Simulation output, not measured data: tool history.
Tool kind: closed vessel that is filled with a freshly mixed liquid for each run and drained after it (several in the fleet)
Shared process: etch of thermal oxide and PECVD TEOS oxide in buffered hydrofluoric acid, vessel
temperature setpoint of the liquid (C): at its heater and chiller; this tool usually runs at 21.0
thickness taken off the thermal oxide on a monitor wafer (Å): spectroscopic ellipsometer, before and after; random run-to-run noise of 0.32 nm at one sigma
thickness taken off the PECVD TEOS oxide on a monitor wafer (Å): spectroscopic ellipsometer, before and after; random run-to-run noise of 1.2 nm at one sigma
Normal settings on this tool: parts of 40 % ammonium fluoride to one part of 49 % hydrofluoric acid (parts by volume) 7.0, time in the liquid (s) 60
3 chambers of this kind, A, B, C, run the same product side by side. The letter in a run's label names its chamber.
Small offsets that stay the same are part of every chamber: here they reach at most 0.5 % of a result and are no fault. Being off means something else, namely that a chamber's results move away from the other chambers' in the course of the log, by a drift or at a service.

run   hour  temperature setpoint of the liquid (C)  parts of 40 % ammonium fluoride to one part of 49 % hydrofluoric acid (parts by volume)  time in the liquid (s)  read-back film thickness of the thermal oxide reference wafer, read on the same gauge (nm)  read-back film thickness of the PECVD TEOS oxide reference wafer, read on the same gauge (nm)  thickness taken off the thermal oxide on a monitor wafer (Å)  thickness taken off the PECVD TEOS oxide on a monitor wafer (Å)
 1C    7.2                                    21.0                                                                                      7.0                      60                                                                                      110.01                                                                                         109.99                                                        844.51                                                          1850.20
 2A   19.9                                    21.0                                                                                      7.0                      60                                                                                      110.01                                                                                         109.99                                                        840.83                                                          1836.00
 3B   33.6                                    21.0                                                                                      7.0                      60                                                                                      110.00                                                                                         110.05                                                        845.81                                                          1859.00
 4C   46.4                                    21.0                                                                                      7.0                      60                                                                                      109.99                                                                                         110.00                                                        844.41                                                          1843.40
 5B   58.3                                    21.0                                                                                      7.0                      60                                                                                      109.99                                                                                         109.98                                                        844.31                                                          1868.60
 6A   69.0                                    21.0                                                                                      7.0                      60                                                                                      109.98                                                                                         109.99                                                        844.03                                                          1844.00
 7A   78.3                                    24.5                                                                                      7.0                      40                                                                                      110.01                                                                                         109.99                                                        680.26                                                          1476.80
 8B   89.1                                    24.5                                                                                      7.0                      40                                                                                      110.00                                                                                         110.03                                                        683.00                                                          1490.80
 9C   97.1                                    24.5                                                                                      7.0                      40                                                                                      110.00                                                                                         109.96                                                        681.98                                                          1482.80
10A  111.8                                    21.0                                                                                      7.0                      60                                                                                      110.02                                                                                         109.99                                                        844.66                                                          1823.20
11B  122.5                                    23.5                                                                                      8.5                      60                                                                                      109.99                                                                                         110.01                                                        785.94                                                          1737.00
12C  132.0                                    23.5                                                                                      8.5                      60                                                                                      109.99                                                                                         109.99                                                        788.93                                                          1718.20
13C  145.4                                    23.5                                                                                      8.5                      60                                                                                      110.01                                                                                         109.98                                                        787.94                                                          1738.30
14A  156.7                                    21.0                                                                                      7.0                      60                                                                                      110.01                                                                                         109.99                                                        843.20                                                          1850.70
15B  170.8                                    21.0                                                                                      7.0                      60                                                                                      110.01                                                                                         110.04                                                        848.83                                                          1848.30
16A  183.0                                    21.0                                                                                      7.0                      60                                                                                      109.99                                                                                         110.01                                                        847.18                                                          1851.40
17C  196.5                                    21.0                                                                                      7.0                      60                                                                                      109.99                                                                                         109.95                                                        845.46                                                          1845.00
18B  210.0                                    21.0                                                                                      8.5                      30                                                                                      109.99                                                                                         110.02                                                        342.59                                                           758.28
19A  217.1                                    21.0                                                                                      8.5                      30                                                                                      110.00                                                                                         109.96                                                        339.73                                                           746.36
     220.3  -- chamber A: hydrofluoric acid flow meter replaced
20C  227.3                                    21.0                                                                                      8.5                      30                                                                                      110.01                                                                                         109.98                                                        342.27                                                           748.92
21B  236.9                                    21.0                                                                                      7.0                      80                                                                                      109.99                                                                                         110.00                                                       1131.60                                                          2471.10
22C  251.0                                    21.0                                                                                      7.0                      80                                                                                      110.00                                                                                         110.01                                                       1133.30                                                          2450.90
23A  263.9                                    21.0                                                                                      7.0                      80                                                                                      109.99                                                                                         110.00                                                       1130.90                                                          2478.10
24B  275.7                                    21.0                                                                                      7.0                      60                                                                                      110.01                                                                                         110.00                                                        846.15                                                          1879.20
25B  290.7                                    21.0                                                                                      7.0                      60                                                                                      110.01                                                                                         110.01                                                        846.47                                                          1876.30
26A  303.5                                    21.0                                                                                      7.0                      60                                                                                      110.01                                                                                         110.02                                                        843.07                                                          1851.00
27C  315.2                                    21.0                                                                                      7.0                      60                                                                                      110.00                                                                                         110.00                                                        844.21                                                          1834.50
28B  328.6                                    21.0                                                                                      7.0                      60                                                                                      110.01                                                                                         110.01                                                        840.02                                                          1859.20
29A  340.6                                    21.0                                                                                      7.0                      60                                                                                      110.01                                                                                         110.07                                                        841.29                                                          1848.30
30C  351.6                                    21.0                                                                                      7.0                      60                                                                                      110.01                                                                                         109.99                                                        850.62                                                          1829.80
31B  362.0                                    21.0                                                                                      7.0                      60                                                                                      109.98                                                                                         110.05                                                        847.90                                                          1857.70
32A  374.4                                    21.0                                                                                      7.0                      60                                                                                      110.00                                                                                         110.00                                                        844.48                                                          1856.10
33C  386.5                                    21.0                                                                                      7.0                      60                                                                                      110.02                                                                                         109.95                                                        846.07                                                          1820.80
34C  399.7                                    21.0                                                                                      7.0                      60                                                                                      110.00                                                                                         109.99                                                        846.88                                                          1842.50
35A  407.7                                    25.0                                                                                      7.0                      60                                                                                      109.99                                                                                         110.00                                                       1049.70                                                          2298.70
36B  418.3                                    25.0                                                                                      7.0                      60                                                                                      110.01                                                                                         110.00                                                       1052.00                                                          2307.80
37C  433.8                                    25.0                                                                                      7.0                      60                                                                                      110.00                                                                                         110.01                                                       1056.80                                                          2286.60
38A  442.1                                    26.0                                                                                      7.0                      35                                                                                      109.99                                                                                         109.95                                                        648.52                                                          1413.30
39B  454.6                                    26.0                                                                                      7.0                      35                                                                                      110.01                                                                                         110.06                                                        649.01                                                          1427.80
40A  469.0                                    26.0                                                                                      7.0                      35                                                                                      109.99                                                                                         109.99                                                        643.91                                                          1419.50
41C  477.0                                    21.0                                                                                      7.0                      60                                                                                      110.02                                                                                         110.00                                                        841.01                                                          1837.40

Has any chamber moved away from the others, gradually or after a service, or does the common gauge drift, or do the chambers differ only by their own small steady offsets? State the chamber and the most likely cause if one applies.

Neither any chamber nor the gauge drifts; the chambers differ only by their own small, steady offsets.

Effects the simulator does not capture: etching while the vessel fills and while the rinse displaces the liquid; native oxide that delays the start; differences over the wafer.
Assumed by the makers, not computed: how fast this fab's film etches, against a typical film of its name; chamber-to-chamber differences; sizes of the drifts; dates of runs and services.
